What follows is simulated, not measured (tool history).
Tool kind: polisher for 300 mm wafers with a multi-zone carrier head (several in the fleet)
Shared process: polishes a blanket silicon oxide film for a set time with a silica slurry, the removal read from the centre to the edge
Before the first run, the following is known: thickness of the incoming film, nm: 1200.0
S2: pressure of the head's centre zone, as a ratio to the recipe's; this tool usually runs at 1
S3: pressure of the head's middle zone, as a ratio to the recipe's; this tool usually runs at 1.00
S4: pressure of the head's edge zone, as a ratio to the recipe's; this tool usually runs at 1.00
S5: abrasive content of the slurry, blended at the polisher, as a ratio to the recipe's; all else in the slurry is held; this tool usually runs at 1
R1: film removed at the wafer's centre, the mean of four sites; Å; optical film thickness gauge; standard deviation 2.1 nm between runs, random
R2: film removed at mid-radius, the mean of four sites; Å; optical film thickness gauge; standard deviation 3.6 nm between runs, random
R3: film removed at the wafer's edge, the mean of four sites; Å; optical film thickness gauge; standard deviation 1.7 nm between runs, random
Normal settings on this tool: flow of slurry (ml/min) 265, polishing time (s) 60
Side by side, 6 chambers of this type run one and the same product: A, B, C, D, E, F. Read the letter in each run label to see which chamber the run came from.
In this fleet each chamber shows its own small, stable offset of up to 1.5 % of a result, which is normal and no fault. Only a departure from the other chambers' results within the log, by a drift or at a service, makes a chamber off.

{"run": "1A", "hour": 5.6, "flow of slurry (ml/min)": 265, "S2": 1, "S3": 1.0, "S4": 1.0, "S5": 1, "polishing time (s)": 60, "R1": 2391.3, "R2": 2432.4, "R3": 2394.4}
{"hour": 7.2, "done": "chamber D: worn pad replaced by a new one"}
{"run": "2E", "hour": 8.9, "flow of slurry (ml/min)": 265, "S2": 1, "S3": 1.0, "S4": 1.0, "S5": 1, "polishing time (s)": 60, "R1": 2403.0, "R2": 2381.5, "R3": 2403.5}
{"run": "3D", "hour": 13.3, "flow of slurry (ml/min)": 265, "S2": 1, "S3": 1.0, "S4": 1.0, "S5": 1, "polishing time (s)": 60, "R1": 2370.9, "R2": 2434.6, "R3": 2433.3}
{"hour": 16.4, "done": "chamber D: centre zone pressure recalibrated"}
{"run": "4C", "hour": 19.1, "flow of slurry (ml/min)": 265, "S2": 1, "S3": 1.0, "S4": 1.0, "S5": 1, "polishing time (s)": 60, "R1": 2414.0, "R2": 2364.9, "R3": 2408.6}
{"run": "5F", "hour": 24.8, "flow of slurry (ml/min)": 265, "S2": 1, "S3": 1.0, "S4": 1.0, "S5": 1, "polishing time (s)": 60, "R1": 2412.4, "R2": 2417.6, "R3": 2404.2}
{"hour": 28.4, "done": "chamber E: worn pad replaced by a new one"}
{"run": "6B", "hour": 29.0, "flow of slurry (ml/min)": 265, "S2": 1, "S3": 1.0, "S4": 1.0, "S5": 1, "polishing time (s)": 60, "R1": 2407.0, "R2": 2400.5, "R3": 2412.4}
{"run": "7F", "hour": 33.1, "flow of slurry (ml/min)": 265, "S2": 1, "S3": 1.0, "S4": 1.0, "S5": 1, "polishing time (s)": 60, "R1": 2421.9, "R2": 2353.0, "R3": 2426.5}
{"hour": 33.3, "done": "chamber D: slurry nozzle cleaned"}
{"hour": 35.4, "done": "chamber A: slurry nozzle cleaned"}
{"run": "8A", "hour": 36.6, "flow of slurry (ml/min)": 265, "S2": 1, "S3": 1.0, "S4": 1.0, "S5": 1, "polishing time (s)": 60, "R1": 2390.1, "R2": 2478.9, "R3": 2388.1}
{"run": "9C", "hour": 39.8, "flow of slurry (ml/min)": 265, "S2": 1, "S3": 1.0, "S4": 1.0, "S5": 1, "polishing time (s)": 60, "R1": 2408.2, "R2": 2388.9, "R3": 2430.0}
{"run": "10D", "hour": 44.8, "flow of slurry (ml/min)": 265, "S2": 1, "S3": 1.0, "S4": 1.0, "S5": 1, "polishing time (s)": 60, "R1": 2364.5, "R2": 2392.0, "R3": 2385.1}
{"run": "11E", "hour": 49.9, "flow of slurry (ml/min)": 265, "S2": 1, "S3": 1.0, "S4": 1.0, "S5": 1, "polishing time (s)": 60, "R1": 2382.4, "R2": 2399.9, "R3": 2373.7}
{"hour": 52.8, "done": "chamber A: worn pad replaced by a new one"}
{"run": "12B", "hour": 55.8, "flow of slurry (ml/min)": 225, "S2": 1, "S3": 1.0, "S4": 1.0, "S5": 1, "polishing time (s)": 60, "R1": 2349.6, "R2": 2411.3, "R3": 2401.8}
{"hour": 61.4, "done": "chamber B: centre zone pressure recalibrated"}
{"run": "13C", "hour": 62.3, "flow of slurry (ml/min)": 225, "S2": 1, "S3": 1.0, "S4": 1.0, "S5": 1, "polishing time (s)": 60, "R1": 2349.4, "R2": 2336.9, "R3": 2370.6}
{"run": "14A", "hour": 67.1, "flow of slurry (ml/min)": 225, "S2": 1, "S3": 1.0, "S4": 1.0, "S5": 1, "polishing time (s)": 60, "R1": 2378.3, "R2": 2332.0, "R3": 2375.5}
{"run": "15D", "hour": 71.4, "flow of slurry (ml/min)": 225, "S2": 1, "S3": 1.0, "S4": 1.0, "S5": 1, "polishing time (s)": 60, "R1": 2300.3, "R2": 2397.8, "R3": 2338.5}
{"hour": 77.1, "done": "chamber D: worn pad replaced by a new one"}
{"run": "16E", "hour": 78.0, "flow of slurry (ml/min)": 225, "S2": 1, "S3": 1.0, "S4": 1.0, "S5": 1, "polishing time (s)": 60, "R1": 2344.6, "R2": 2385.1, "R3": 2365.9}
{"run": "17F", "hour": 81.4, "flow of slurry (ml/min)": 225, "S2": 1, "S3": 1.0, "S4": 1.0, "S5": 1, "polishing time (s)": 60, "R1": 2362.1, "R2": 2370.5, "R3": 2367.2}
{"run": "18B", "hour": 84.5, "flow of slurry (ml/min)": 265, "S2": 1, "S3": 1.0, "S4": 1.0, "S5": 1, "polishing time (s)": 60, "R1": 2416.3, "R2": 2437.0, "R3": 2401.3}
{"run": "19B", "hour": 90.8, "flow of slurry (ml/min)": 265, "S2": 1, "S3": 1.0, "S4": 1.0, "S5": 1, "polishing time (s)": 60, "R1": 2421.1, "R2": 2411.3, "R3": 2433.0}
{"hour": 91.9, "done": "chamber C: worn pad replaced by a new one"}
{"run": "20E", "hour": 96.4, "flow of slurry (ml/min)": 265, "S2": 1, "S3": 1.0, "S4": 1.0, "S5": 1, "polishing time (s)": 60, "R1": 2373.3, "R2": 2387.7, "R3": 2398.6}
{"run": "21F", "hour": 103.5, "flow of slurry (ml/min)": 265, "S2": 1, "S3": 1.0, "S4": 1.0, "S5": 1, "polishing time (s)": 60, "R1": 2422.5, "R2": 2407.9, "R3": 2404.3}
{"run": "22D", "hour": 107.3, "flow of slurry (ml/min)": 265, "S2": 1, "S3": 1.0, "S4": 1.0, "S5": 1, "polishing time (s)": 60, "R1": 2384.8, "R2": 2409.8, "R3": 2396.5}
{"hour": 112.3, "done": "chamber E: worn pad replaced by a new one"}
{"run": "23A", "hour": 113.7, "flow of slurry (ml/min)": 265, "S2": 1, "S3": 1.0, "S4": 1.0, "S5": 1, "polishing time (s)": 60, "R1": 2360.8, "R2": 2435.8, "R3": 2435.4}
{"run": "24C", "hour": 117.4, "flow of slurry (ml/min)": 265, "S2": 1, "S3": 1.0, "S4": 1.0, "S5": 1, "polishing time (s)": 60, "R1": 2404.8, "R2": 2353.0, "R3": 2395.2}
{"run": "25B", "hour": 121.6, "flow of slurry (ml/min)": 265, "S2": 1, "S3": 1.0, "S4": 1.0, "S5": 1, "polishing time (s)": 60, "R1": 2431.1, "R2": 2413.6, "R3": 2407.6}
{"hour": 124.8, "done": "chamber F: worn pad replaced by a new one"}
{"run": "26C", "hour": 127.7, "flow of slurry (ml/min)": 265, "S2": 1, "S3": 1.0, "S4": 1.0, "S5": 1, "polishing time (s)": 60, "R1": 2418.0, "R2": 2383.2, "R3": 2428.0}
{"run": "27D", "hour": 134.6, "flow of slurry (ml/min)": 265, "S2": 1, "S3": 1.0, "S4": 1.0, "S5": 1, "polishing time (s)": 60, "R1": 2388.0, "R2": 2405.7, "R3": 2399.9}
{"hour": 135.4, "done": "chamber B: worn pad replaced by a new one"}
{"run": "28F", "hour": 140.8, "flow of slurry (ml/min)": 265, "S2": 1, "S3": 1.0, "S4": 1.0, "S5": 1, "polishing time (s)": 60, "R1": 2409.8, "R2": 2394.0, "R3": 2436.8}
{"run": "29E", "hour": 147.6, "flow of slurry (ml/min)": 265, "S2": 1, "S3": 1.0, "S4": 1.0, "S5": 1, "polishing time (s)": 60, "R1": 2420.5, "R2": 2338.5, "R3": 2374.1}
{"hour": 148.8, "done": "chamber D: worn pad replaced by a new one"}
{"run": "30A", "hour": 152.6, "flow of slurry (ml/min)": 265, "S2": 1, "S3": 0.95, "S4": 0.93, "S5": 1, "polishing time (s)": 60, "R1": 2279.4, "R2": 2304.3, "R3": 2344.7}
{"run": "31B", "hour": 157.7, "flow of slurry (ml/min)": 265, "S2": 1, "S3": 0.95, "S4": 0.93, "S5": 1, "polishing time (s)": 60, "R1": 2423.7, "R2": 2278.6, "R3": 2325.1}
{"run": "32A", "hour": 163.8, "flow of slurry (ml/min)": 265, "S2": 1, "S3": 0.95, "S4": 0.93, "S5": 1, "polishing time (s)": 60, "R1": 2315.1, "R2": 2255.5, "R3": 2300.8}
{"run": "33D", "hour": 170.8, "flow of slurry (ml/min)": 265, "S2": 1, "S3": 0.95, "S4": 0.93, "S5": 1, "polishing time (s)": 60, "R1": 2388.0, "R2": 2298.2, "R3": 2289.7}
{"run": "34F", "hour": 173.9, "flow of slurry (ml/min)": 265, "S2": 1, "S3": 0.95, "S4": 0.93, "S5": 1, "polishing time (s)": 60, "R1": 2430.5, "R2": 2231.7, "R3": 2323.1}
{"run": "35C", "hour": 179.6, "flow of slurry (ml/min)": 265, "S2": 1, "S3": 0.95, "S4": 0.93, "S5": 1, "polishing time (s)": 60, "R1": 2424.9, "R2": 2267.8, "R3": 2302.2}
{"run": "36E", "hour": 185.2, "flow of slurry (ml/min)": 265, "S2": 1, "S3": 1.0, "S4": 1.0, "S5": 1, "polishing time (s)": 60, "R1": 2392.3, "R2": 2356.7, "R3": 2352.9}
{"hour": 187.6, "done": "chamber A: worn pad replaced by a new one"}
{"hour": 188.0, "done": "chamber C: worn pad replaced by a new one"}
{"run": "37B", "hour": 189.7, "flow of slurry (ml/min)": 265, "S2": 1, "S3": 1.0, "S4": 1.0, "S5": 1, "polishing time (s)": 60, "R1": 2441.4, "R2": 2446.8, "R3": 2417.2}
{"run": "38C", "hour": 196.4, "flow of slurry (ml/min)": 265, "S2": 1, "S3": 1.0, "S4": 1.0, "S5": 1, "polishing time (s)": 60, "R1": 2408.6, "R2": 2451.7, "R3": 2408.8}
{"run": "39F", "hour": 200.2, "flow of slurry (ml/min)": 265, "S2": 1, "S3": 1.0, "S4": 1.0, "S5": 1, "polishing time (s)": 60, "R1": 2418.6, "R2": 2402.1, "R3": 2422.5}
{"run": "40A", "hour": 203.4, "flow of slurry (ml/min)": 265, "S2": 1, "S3": 1.0, "S4": 1.0, "S5": 1, "polishing time (s)": 60, "R1": 2290.0, "R2": 2410.9, "R3": 2403.2}

Which is it: a chamber that has drifted or been left off by a service, a gauge drift common to all chambers, or only each chamber's usual small offset? If a chamber is off, name it and its likeliest cause.

Little by little, chamber A moves away from the other chambers.
Cause: centre zone's pressure below its setpoint, % = 4.29.

Which of the 4 candidates below, each the usual settings with something changed and its results left as question marks, puts chamber A back in line with what the other chambers give on the usual settings?
A result is in line if it is within this distance of the other chambers' mean on the usual settings: R1 74.0 Å; R2 130.0 Å; R3 59.0 Å
{"run": "41A-1", "hour": 208.5, "flow of slurry (ml/min)": 270, "S2": 1.09, "S3": 0.98, "S4": 0.97, "S5": 1, "polishing time (s)": 60, "R1": "?", "R2": "?", "R3": "?"}
{"run": "41A-2", "hour": 208.5, "flow of slurry (ml/min)": 270, "S2": 1.04, "S3": 0.99, "S4": 0.99, "S5": 1, "polishing time (s)": 60, "R1": "?", "R2": "?", "R3": "?"}
{"run": "41A-3", "hour": 208.5, "flow of slurry (ml/min)": 260, "S2": 0.96, "S3": 1.01, "S4": 1.01, "S5": 1, "polishing time (s)": 60, "R1": "?", "R2": "?", "R3": "?"}
{"run": "41A-4", "hour": 208.5, "flow of slurry (ml/min)": 260, "S2": 0.91, "S3": 1.02, "S4": 1.03, "S5": 1, "polishing time (s)": 60, "R1": "?", "R2": "?", "R3": "?"}

Average result of the remaining chambers running the usual settings: R1 2397.8 Å; R2 2397.2 Å; R3 2404.6 Å
run=41A-1 R1=2527.0 R2=2365.9 R3=2400.2
run=41A-2 R1=2402.5 R2=2388.6 R3=2425.3
run=41A-3 R1=2193.2 R2=2423.6 R3=2442.3
run=41A-4 R1=2069.1 R2=2446.2 R3=2467.2
The right change is 41A-2: it brings the chamber back within the allowed miss of the others.

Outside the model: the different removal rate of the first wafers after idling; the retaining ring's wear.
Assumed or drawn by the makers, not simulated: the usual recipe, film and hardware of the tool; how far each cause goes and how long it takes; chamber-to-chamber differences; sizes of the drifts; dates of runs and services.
